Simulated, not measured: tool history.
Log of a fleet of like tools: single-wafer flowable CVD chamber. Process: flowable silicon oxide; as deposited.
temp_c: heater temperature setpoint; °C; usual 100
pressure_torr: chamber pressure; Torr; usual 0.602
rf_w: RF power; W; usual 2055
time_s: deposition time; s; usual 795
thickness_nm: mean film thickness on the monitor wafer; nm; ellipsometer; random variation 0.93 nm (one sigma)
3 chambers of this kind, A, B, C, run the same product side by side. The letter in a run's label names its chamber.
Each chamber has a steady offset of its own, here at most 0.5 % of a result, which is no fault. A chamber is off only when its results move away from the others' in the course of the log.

run   hour  temp_c  pressure_torr  rf_w  time_s  read-back reference wafer on the same gauge, thickness_nm  thickness_nm
 1B    2.8     100          0.602  2055     795                                                     358.00        331.60
 2C    7.6     100          0.602  2055     795                                                     357.86        330.47
 3A   11.2     100          0.602  2055     795                                                     357.97        330.92
 4B   14.8     100          0.602  2055     795                                                     358.09        329.38
 5C   19.3     100          0.602  2055     795                                                     357.97        331.39
 6A   22.0     100          0.602  2055     795                                                     357.96        331.11
 7B   26.5     100          0.602  2055     795                                                     358.21        331.73
 8C   29.7     100          0.602  2055     795                                                     358.13        331.55
 9A   32.2     100          0.483  2055     886                                                     358.03        269.33
10B   37.0     100          0.483  2055     886                                                     358.10        266.70
11A   39.6     100          0.483  2055     886                                                     357.95        269.17
12C   44.1     100          0.602  2055     795                                                     357.93        329.66
13A   49.2     100          0.602  2055     795                                                     357.99        332.34
14B   52.5     100          0.602  2055     795                                                     357.89        329.93
15C   55.3     100          0.602  2055     795                                                     357.99        330.48
16C   57.9     100          0.602  2055     795                                                     358.29        330.10
      59.4  -- chamber B: RF generator calibrated
17B   61.7     100          0.602  2055     795                                                     358.26        330.90
18A   66.4     100          0.602  2055     795                                                     358.23        329.99
19B   69.6     100          0.602  2055     795                                                     358.13        330.26
20A   74.0     100          0.602  2055     795                                                     358.07        331.39
      75.5  -- chamber B: thermocouple changed; heater temperature recalibrated
21C   79.1     100          0.602  2055     795                                                     358.08        330.88
22B   83.9     100          0.602  2055     795                                                     358.10        320.92
23C   89.0     100          0.602  2055     795                                                     357.94        330.48
24A   94.2     100          0.602  2055     795                                                     357.98        329.25
25C   99.5     100          0.602  2055     795                                                     357.92        331.67
26B  105.1     100          0.602  2055     795                                                     358.22        320.99
27A  109.8     100          0.602  2055     795                                                     358.03        330.58
28A  114.0      95          0.602  2055     795                                                     357.92        390.50
29B  119.4      95          0.602  2055     795                                                     357.85        378.43

What goes on in this fleet: one chamber off, a drifting gauge, or nothing beyond the chambers' own small offsets? Name the chamber and the cause, if any.

A service left chamber B off against the others.
Cause: wafer temperature above the value expected at the setpoint (K) = 0.984.

Here are 4 candidates for chamber B's next run, each the usual settings with a change, their results left as question marks. Which one brings its results back in line with what the others give on the usual settings?
In line means no further than this from the other chambers' mean on the usual settings: thickness_nm 3.30 nm
30B-1  123.5     100          0.597  2055     792                                                                        ?
30B-2  123.5      99          0.602  2055     797                                                                        ?
30B-3  123.5     100          0.591  2050     789                                                                        ?
30B-4  123.5     100          0.607  2055     798                                                                        ?

The other chambers' mean on the usual settings: thickness_nm 330.84 nm
  run  thickness_nm
30B-1        315.10
30B-2        332.12
30B-3        309.15
30B-4        325.31
30B-2 brings the chamber back in line.
